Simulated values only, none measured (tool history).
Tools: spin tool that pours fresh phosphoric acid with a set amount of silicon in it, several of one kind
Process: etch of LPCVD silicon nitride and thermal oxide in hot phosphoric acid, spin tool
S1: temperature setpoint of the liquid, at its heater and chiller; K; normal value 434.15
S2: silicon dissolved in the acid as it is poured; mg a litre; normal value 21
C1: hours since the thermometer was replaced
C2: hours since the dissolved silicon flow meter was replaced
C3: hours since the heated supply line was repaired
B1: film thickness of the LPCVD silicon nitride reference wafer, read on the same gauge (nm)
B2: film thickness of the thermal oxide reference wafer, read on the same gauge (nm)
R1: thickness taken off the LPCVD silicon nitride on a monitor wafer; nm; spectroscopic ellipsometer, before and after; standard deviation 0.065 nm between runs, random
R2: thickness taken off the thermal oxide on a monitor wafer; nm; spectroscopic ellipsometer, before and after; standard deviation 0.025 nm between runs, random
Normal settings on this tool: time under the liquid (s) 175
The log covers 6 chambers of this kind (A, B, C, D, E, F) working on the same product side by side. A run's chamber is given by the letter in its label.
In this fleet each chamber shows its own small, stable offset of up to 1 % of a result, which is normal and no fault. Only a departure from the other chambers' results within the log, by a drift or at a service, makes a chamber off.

run 1E hour=4.9 | S1=434.15 S2=21 time_under_the_liquid_(s)=175 | C1=167.3 C2=1505.2 C3=1409.6 | B1=49.993 B2=79.979 | R1=14.804 R2=0.31141
run 2B hour=10.4 | S1=434.15 S2=21 time_under_the_liquid_(s)=175 | C1=402.1 C2=251.4 C3=679.9 | B1=49.969 B2=80.02 | R1=14.772 R2=0.30983
run 3F hour=15.6 | S1=434.15 S2=21 time_under_the_liquid_(s)=175 | C1=877.4 C2=1037.4 C3=170 | B1=50.02 B2=79.999 | R1=14.613 R2=0.29049
run 4C hour=20.7 | S1=434.15 S2=21 time_under_the_liquid_(s)=175 | C1=1533.6 C2=767.1 C3=891.2 | B1=50.005 B2=80.029 | R1=14.658 R2=0.27064
run 5D hour=26.1 | S1=431.65 S2=21 time_under_the_liquid_(s)=175 | C1=500.6 C2=499.4 C3=1530.5 | B1=50.003 B2=79.987 | R1=13.426 R2=0.27469
run 6A hour=32.1 | S1=431.65 S2=21 time_under_the_liquid_(s)=175 | C1=257.4 C2=538.3 C3=719.2 | B1=50.011 B2=80.02 | R1=13.515 R2=0.26473
run 7C hour=38.7 | S1=431.65 S2=21 time_under_the_liquid_(s)=175 | C1=1551.6 C2=785.1 C3=909.2 | B1=49.992 B2=80.046 | R1=13.356 R2=0.28067
-- hour=41.3 chamber D: dissolved silicon flow meter replaced
run 8F hour=44.7 | S1=431.65 S2=21 time_under_the_liquid_(s)=175 | C1=906.5 C2=1066.5 C3=199.1 | B1=50.006 B2=79.977 | R1=13.471 R2=0.29332
run 9E hour=49 | S1=431.65 S2=21 time_under_the_liquid_(s)=175 | C1=211.4 C2=1549.3 C3=1453.7 | B1=50.033 B2=80.027 | R1=13.667 R2=0.24993
run 10A hour=52.4 | S1=431.65 S2=21 time_under_the_liquid_(s)=175 | C1=277.7 C2=558.6 C3=739.5 | B1=50.031 B2=79.983 | R1=13.336 R2=0.2602
run 11B hour=58.3 | S1=434.15 S2=21 time_under_the_liquid_(s)=175 | C1=450 C2=299.3 C3=727.8 | B1=50.004 B2=79.959 | R1=14.824 R2=0.34884
run 12D hour=63.5 | S1=434.15 S2=21 time_under_the_liquid_(s)=90 | C1=538 C2=22.2 C3=1567.9 | B1=49.988 B2=80.017 | R1=7.5264 R2=0.17789
run 13F hour=68 | S1=434.15 S2=21 time_under_the_liquid_(s)=90 | C1=929.8 C2=1089.8 C3=222.4 | B1=50.024 B2=79.977 | R1=7.5387 R2=0.15274
run 14B hour=74.8 | S1=434.15 S2=21 time_under_the_liquid_(s)=90 | C1=466.5 C2=315.8 C3=744.3 | B1=50.006 B2=79.982 | R1=7.6034 R2=0.12758
run 15D hour=78.4 | S1=434.15 S2=21 time_under_the_liquid_(s)=90 | C1=552.9 C2=37.1 C3=1582.8 | B1=50.065 B2=80.04 | R1=7.5265 R2=0.17586
run 16E hour=85.8 | S1=434.15 S2=21 time_under_the_liquid_(s)=90 | C1=248.2 C2=1586.1 C3=1490.5 | B1=49.992 B2=80.017 | R1=7.5846 R2=0.15136
run 17A hour=90 | S1=434.15 S2=21 time_under_the_liquid_(s)=90 | C1=315.3 C2=596.2 C3=777.1 | B1=50.02 B2=79.985 | R1=7.5199 R2=0.16899
run 18C hour=97 | S1=434.15 S2=21 time_under_the_liquid_(s)=175 | C1=1609.9 C2=843.4 C3=967.5 | B1=49.991 B2=80 | R1=14.739 R2=0.32466
run 19C hour=100.2 | S1=434.15 S2=21 time_under_the_liquid_(s)=175 | C1=1613.1 C2=846.6 C3=970.7 | B1=50.003 B2=80.006 | R1=14.57 R2=0.28732
run 20D hour=104.8 | S1=434.15 S2=21 time_under_the_liquid_(s)=175 | C1=579.3 C2=63.5 C3=1609.2 | B1=49.953 B2=79.98 | R1=14.761 R2=0.30716
run 21F hour=110.5 | S1=434.15 S2=21 time_under_the_liquid_(s)=175 | C1=972.3 C2=1132.3 C3=264.9 | B1=49.944 B2=80.037 | R1=14.71 R2=0.32668
run 22A hour=115 | S1=434.15 S2=21 time_under_the_liquid_(s)=175 | C1=340.3 C2=621.2 C3=802.1 | B1=49.988 B2=80.06 | R1=14.615 R2=0.31636
run 23E hour=120.7 | S1=434.15 S2=21 time_under_the_liquid_(s)=175 | C1=283.1 C2=1621 C3=1525.4 | B1=49.999 B2=79.948 | R1=14.777 R2=0.31967
-- hour=124.2 chamber D: thermometer replaced
run 24B hour=128.1 | S1=434.15 S2=21 time_under_the_liquid_(s)=175 | C1=519.8 C2=369.1 C3=797.6 | B1=49.945 B2=80.023 | R1=14.715 R2=0.32675
run 25F hour=135.3 | S1=434.15 S2=21 time_under_the_liquid_(s)=175 | C1=997.1 C2=1157.1 C3=289.7 | B1=49.943 B2=80.018 | R1=14.554 R2=0.31813
run 26C hour=140 | S1=434.15 S2=21 time_under_the_liquid_(s)=175 | C1=1652.9 C2=886.4 C3=1010.5 | B1=50.006 B2=80.001 | R1=14.534 R2=0.31975
run 27A hour=147.3 | S1=435.65 S2=21 time_under_the_liquid_(s)=175 | C1=372.6 C2=653.5 C3=834.4 | B1=49.971 B2=79.991 | R1=15.304 R2=0.37819
run 28D hour=154.2 | S1=435.65 S2=21 time_under_the_liquid_(s)=175 | C1=30 C2=112.9 C3=1658.6 | B1=49.981 B2=80.007 | R1=15.364 R2=0.37106
run 29E hour=160.6 | S1=435.65 S2=21 time_under_the_liquid_(s)=175 | C1=323 C2=1660.9 C3=1565.3 | B1=50.022 B2=79.961 | R1=15.559 R2=0.32289
run 30B hour=165.3 | S1=435.65 S2=21 time_under_the_liquid_(s)=175 | C1=557 C2=406.3 C3=834.8 | B1=49.963 B2=80.058 | R1=15.476 R2=0.36694
run 31F hour=169.7 | S1=435.65 S2=21 time_under_the_liquid_(s)=175 | C1=1031.5 C2=1191.5 C3=324.1 | B1=49.974 B2=80.031 | R1=15.308 R2=0.34821
run 32B hour=174.7 | S1=435.65 S2=21 time_under_the_liquid_(s)=175 | C1=566.4 C2=415.7 C3=844.2 | B1=49.959 B2=79.995 | R1=15.599 R2=0.33052
run 33D hour=181.5 | S1=432.15 S2=21 time_under_the_liquid_(s)=175 | C1=57.3 C2=140.2 C3=1685.9 | B1=49.98 B2=80.002 | R1=13.755 R2=0.29907
run 34C hour=187.5 | S1=432.15 S2=21 time_under_the_liquid_(s)=175 | C1=1700.4 C2=933.9 C3=1058 | B1=50.017 B2=79.999 | R1=13.673 R2=0.3114
run 35E hour=195 | S1=432.15 S2=21 time_under_the_liquid_(s)=175 | C1=357.4 C2=1695.3 C3=1599.7 | B1=50.009 B2=80.011 | R1=13.77 R2=0.28881
run 36A hour=200.7 | S1=432.15 S2=21 time_under_the_liquid_(s)=175 | C1=426 C2=706.9 C3=887.8 | B1=49.983 B2=79.984 | R1=13.726 R2=0.2951
run 37D hour=205.5 | S1=432.15 S2=21 time_under_the_liquid_(s)=175 | C1=81.3 C2=164.2 C3=1709.9 | B1=49.961 B2=79.98 | R1=13.609 R2=0.28147
run 38E hour=212.9 | S1=432.15 S2=21 time_under_the_liquid_(s)=175 | C1=375.3 C2=1713.2 C3=1617.6 | B1=50.023 B2=80.023 | R1=13.905 R2=0.27847
run 39C hour=218.6 | S1=434.15 S2=21 time_under_the_liquid_(s)=175 | C1=1731.5 C2=965 C3=1089.1 | B1=50.018 B2=80.055 | R1=14.612 R2=0.38566
run 40B hour=222.9 | S1=434.15 S2=21 time_under_the_liquid_(s)=175 | C1=614.6 C2=463.9 C3=892.4 | B1=49.995 B2=80.017 | R1=14.8 R2=0.32907

One chamber off, gauge drift, or nothing amiss beyond the chambers' own small offsets? If it is a chamber, which one, and what is the likeliest cause?

All chambers stay in line apart from their small fixed offsets, and the gauge does not drift.

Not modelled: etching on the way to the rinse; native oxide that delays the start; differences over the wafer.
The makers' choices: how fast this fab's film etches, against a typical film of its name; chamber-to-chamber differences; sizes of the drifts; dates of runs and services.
